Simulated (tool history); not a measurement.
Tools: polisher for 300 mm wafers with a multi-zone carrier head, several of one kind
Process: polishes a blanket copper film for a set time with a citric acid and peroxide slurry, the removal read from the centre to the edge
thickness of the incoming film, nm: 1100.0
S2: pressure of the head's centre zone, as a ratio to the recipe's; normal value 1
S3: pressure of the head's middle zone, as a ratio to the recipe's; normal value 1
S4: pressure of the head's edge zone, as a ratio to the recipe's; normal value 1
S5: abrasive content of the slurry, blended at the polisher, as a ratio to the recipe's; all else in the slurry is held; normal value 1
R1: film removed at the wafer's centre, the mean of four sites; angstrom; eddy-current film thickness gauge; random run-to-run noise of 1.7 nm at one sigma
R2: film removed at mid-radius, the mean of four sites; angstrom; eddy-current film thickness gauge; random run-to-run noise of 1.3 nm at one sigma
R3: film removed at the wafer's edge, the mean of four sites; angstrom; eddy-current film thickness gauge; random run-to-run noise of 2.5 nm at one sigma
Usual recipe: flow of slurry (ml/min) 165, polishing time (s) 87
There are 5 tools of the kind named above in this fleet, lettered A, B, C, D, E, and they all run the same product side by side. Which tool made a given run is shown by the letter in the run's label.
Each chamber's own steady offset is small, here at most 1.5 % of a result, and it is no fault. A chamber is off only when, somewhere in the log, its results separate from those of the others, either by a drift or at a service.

-- day=0.129 chamber A: worn pad replaced by a new one
run 1D day=0.25 | flow_of_slurry_(ml/min)=165 S2=1 S3=1 S4=1 S5=1 polishing_time_(s)=87 | R1=1766.5 R2=1780.3 R3=1788.5
-- day=0.354 chamber D: slurry nozzle cleaned
run 2B day=0.55 | flow_of_slurry_(ml/min)=165 S2=1 S3=1 S4=1 S5=1 polishing_time_(s)=87 | R1=1735.7 R2=1764.8 R3=1761.6
run 3A day=0.771 | flow_of_slurry_(ml/min)=165 S2=1 S3=1 S4=1 S5=1 polishing_time_(s)=87 | R1=1765.2 R2=1751.8 R3=1746.2
-- day=0.833 chamber A: slurry nozzle cleaned
-- day=0.95 chamber D: worn pad replaced by a new one
run 4C day=1.217 | flow_of_slurry_(ml/min)=165 S2=1 S3=1 S4=1 S5=1 polishing_time_(s)=87 | R1=1760.1 R2=1749.5 R3=1731.7
run 5E day=1.617 | flow_of_slurry_(ml/min)=165 S2=1 S3=1 S4=1 S5=1 polishing_time_(s)=87 | R1=1758.6 R2=1798.9 R3=1763.8
-- day=1.671 chamber B: slurry nozzle cleaned
-- day=1.7 chamber E: worn pad replaced by a new one
run 6D day=1.912 | flow_of_slurry_(ml/min)=165 S2=1 S3=1 S4=1 S5=1 polishing_time_(s)=87 | R1=1790.2 R2=1794.5 R3=1787.2
-- day=2.196 chamber B: worn pad replaced by a new one
run 7E day=2.392 | flow_of_slurry_(ml/min)=165 S2=1 S3=1 S4=1 S5=1 polishing_time_(s)=87 | R1=1803.6 R2=1789 R3=1777.9
run 8B day=2.679 | flow_of_slurry_(ml/min)=165 S2=1 S3=1 S4=1 S5=1 polishing_time_(s)=87 | R1=1738.3 R2=1758 R3=1788.3
run 9C day=3.062 | flow_of_slurry_(ml/min)=165 S2=1 S3=1 S4=1 S5=1 polishing_time_(s)=87 | R1=1753.4 R2=1762.2 R3=1719
run 10A day=3.475 | flow_of_slurry_(ml/min)=165 S2=1 S3=1 S4=1 S5=1 polishing_time_(s)=87 | R1=1755.8 R2=1756.7 R3=1744.4
run 11E day=3.721 | flow_of_slurry_(ml/min)=165 S2=1 S3=1 S4=1 S5=1 polishing_time_(s)=87 | R1=1799.8 R2=1766.4 R3=1779.5
-- day=4.004 chamber E: worn pad replaced by a new one
run 12C day=4.054 | flow_of_slurry_(ml/min)=165 S2=1 S3=1 S4=1 S5=1 polishing_time_(s)=87 | R1=1720.5 R2=1753.5 R3=1703.8
-- day=4.188 chamber A: centre zone pressure recalibrated
run 13D day=4.546 | flow_of_slurry_(ml/min)=165 S2=1 S3=1 S4=1 S5=1 polishing_time_(s)=87 | R1=1765.5 R2=1784.2 R3=1752.2
run 14A day=4.9 | flow_of_slurry_(ml/min)=165 S2=1 S3=1 S4=1 S5=1 polishing_time_(s)=101 | R1=1813.6 R2=2051.2 R3=2038
-- day=5.004 chamber C: worn pad replaced by a new one
run 15B day=5.321 | flow_of_slurry_(ml/min)=165 S2=1 S3=1 S4=1 S5=1 polishing_time_(s)=101 | R1=2037.6 R2=2050.9 R3=2026.1
-- day=5.504 chamber D: worn pad replaced by a new one
run 16A day=5.646 | flow_of_slurry_(ml/min)=165 S2=1 S3=1 S4=1 S5=1 polishing_time_(s)=101 | R1=1843.1 R2=2049 R3=2003.5
run 17D day=6.071 | flow_of_slurry_(ml/min)=165 S2=1 S3=1 S4=1 S5=1 polishing_time_(s)=101 | R1=2031.2 R2=2051.6 R3=2099.9
run 18C day=6.296 | flow_of_slurry_(ml/min)=165 S2=1 S3=1 S4=1 S5=1 polishing_time_(s)=101 | R1=2010.6 R2=2068.2 R3=2040.2
-- day=6.479 chamber E: worn pad replaced by a new one
run 19E day=6.779 | flow_of_slurry_(ml/min)=165 S2=1 S3=1 S4=1 S5=1.1 polishing_time_(s)=87 | R1=1816.4 R2=1814.7 R3=1810
run 20B day=7.017 | flow_of_slurry_(ml/min)=165 S2=1 S3=1 S4=1 S5=1.1 polishing_time_(s)=87 | R1=1771.2 R2=1804.9 R3=1756.4
-- day=7.079 chamber B: worn pad replaced by a new one
run 21C day=7.312 | flow_of_slurry_(ml/min)=165 S2=1 S3=1 S4=1 S5=1.1 polishing_time_(s)=87 | R1=1761.8 R2=1789.4 R3=1755.4
-- day=7.483 chamber A: worn pad replaced by a new one
run 22B day=7.696 | flow_of_slurry_(ml/min)=165 S2=1 S3=1 S4=1 S5=1.1 polishing_time_(s)=87 | R1=1823.3 R2=1805.5 R3=1777.5
-- day=7.767 chamber B: centre zone pressure recalibrated
run 23E day=7.946 | flow_of_slurry_(ml/min)=165 S2=1 S3=1 S4=1 S5=1.1 polishing_time_(s)=87 | R1=1813.1 R2=1828.9 R3=1803.1
-- day=8.217 chamber B: edge zone pressure recalibrated
run 24D day=8.229 | flow_of_slurry_(ml/min)=165 S2=1 S3=1 S4=1 S5=1 polishing_time_(s)=87 | R1=1759.3 R2=1784.4 R3=1814.1
run 25A day=8.608 | flow_of_slurry_(ml/min)=165 S2=1 S3=1 S4=1 S5=1 polishing_time_(s)=87 | R1=1543.9 R2=1786.3 R3=1747.1
-- day=9.046 chamber E: worn pad replaced by a new one
run 26B day=9.05 | flow_of_slurry_(ml/min)=165 S2=1 S3=1 S4=1 S5=1.2 polishing_time_(s)=87 | R1=1825.7 R2=1828.8 R3=1783.2
run 27E day=9.312 | flow_of_slurry_(ml/min)=165 S2=1 S3=1 S4=1 S5=1.2 polishing_time_(s)=87 | R1=1848.6 R2=1851.8 R3=1777.3
run 28A day=9.596 | flow_of_slurry_(ml/min)=165 S2=1 S3=1 S4=1 S5=1.2 polishing_time_(s)=87 | R1=1635.2 R2=1832.8 R3=1816.8
run 29D day=10.088 | flow_of_slurry_(ml/min)=165 S2=1 S3=1 S4=1 S5=1.2 polishing_time_(s)=87 | R1=1842.6 R2=1866.7 R3=1892.7
run 30C day=10.321 | flow_of_slurry_(ml/min)=165 S2=1 S3=1 S4=1 S5=1.2 polishing_time_(s)=87 | R1=1775.9 R2=1827.8 R3=1808
run 31D day=10.542 | flow_of_slurry_(ml/min)=165 S2=1 S3=1 S4=1 S5=1 polishing_time_(s)=68 | R1=1386.4 R2=1388.6 R3=1376.5
run 32A day=10.867 | flow_of_slurry_(ml/min)=165 S2=1 S3=1 S4=1 S5=1 polishing_time_(s)=68 | R1=1220.7 R2=1379.7 R3=1334.2

Next, all 5 chambers run the settings below, one line each with question marks for the results. What does each chamber give?
run 33A day=11.217 | flow_of_slurry_(ml/min)=165 S2=1.1 S3=1 S4=1 S5=1 polishing_time_(s)=87 | R1=? R2=? R3=?
run 33B day=11.217 | flow_of_slurry_(ml/min)=165 S2=1.1 S3=1 S4=1 S5=1 polishing_time_(s)=87 | R1=? R2=? R3=?
run 33C day=11.217 | flow_of_slurry_(ml/min)=165 S2=1.1 S3=1 S4=1 S5=1 polishing_time_(s)=87 | R1=? R2=? R3=?
run 33D day=11.217 | flow_of_slurry_(ml/min)=165 S2=1.1 S3=1 S4=1 S5=1 polishing_time_(s)=87 | R1=? R2=? R3=?
run 33E day=11.217 | flow_of_slurry_(ml/min)=165 S2=1.1 S3=1 S4=1 S5=1 polishing_time_(s)=87 | R1=? R2=? R3=?

run=33A R1=1731.1 R2=1788.1 R3=1751.2
run=33B R1=1958 R2=1766.3 R3=1750.4
run=33C R1=1921.3 R2=1763.2 R3=1731.4
run=33D R1=1973.9 R2=1788.7 R3=1782.4
run=33E R1=1958.8 R2=1803.2 R3=1807

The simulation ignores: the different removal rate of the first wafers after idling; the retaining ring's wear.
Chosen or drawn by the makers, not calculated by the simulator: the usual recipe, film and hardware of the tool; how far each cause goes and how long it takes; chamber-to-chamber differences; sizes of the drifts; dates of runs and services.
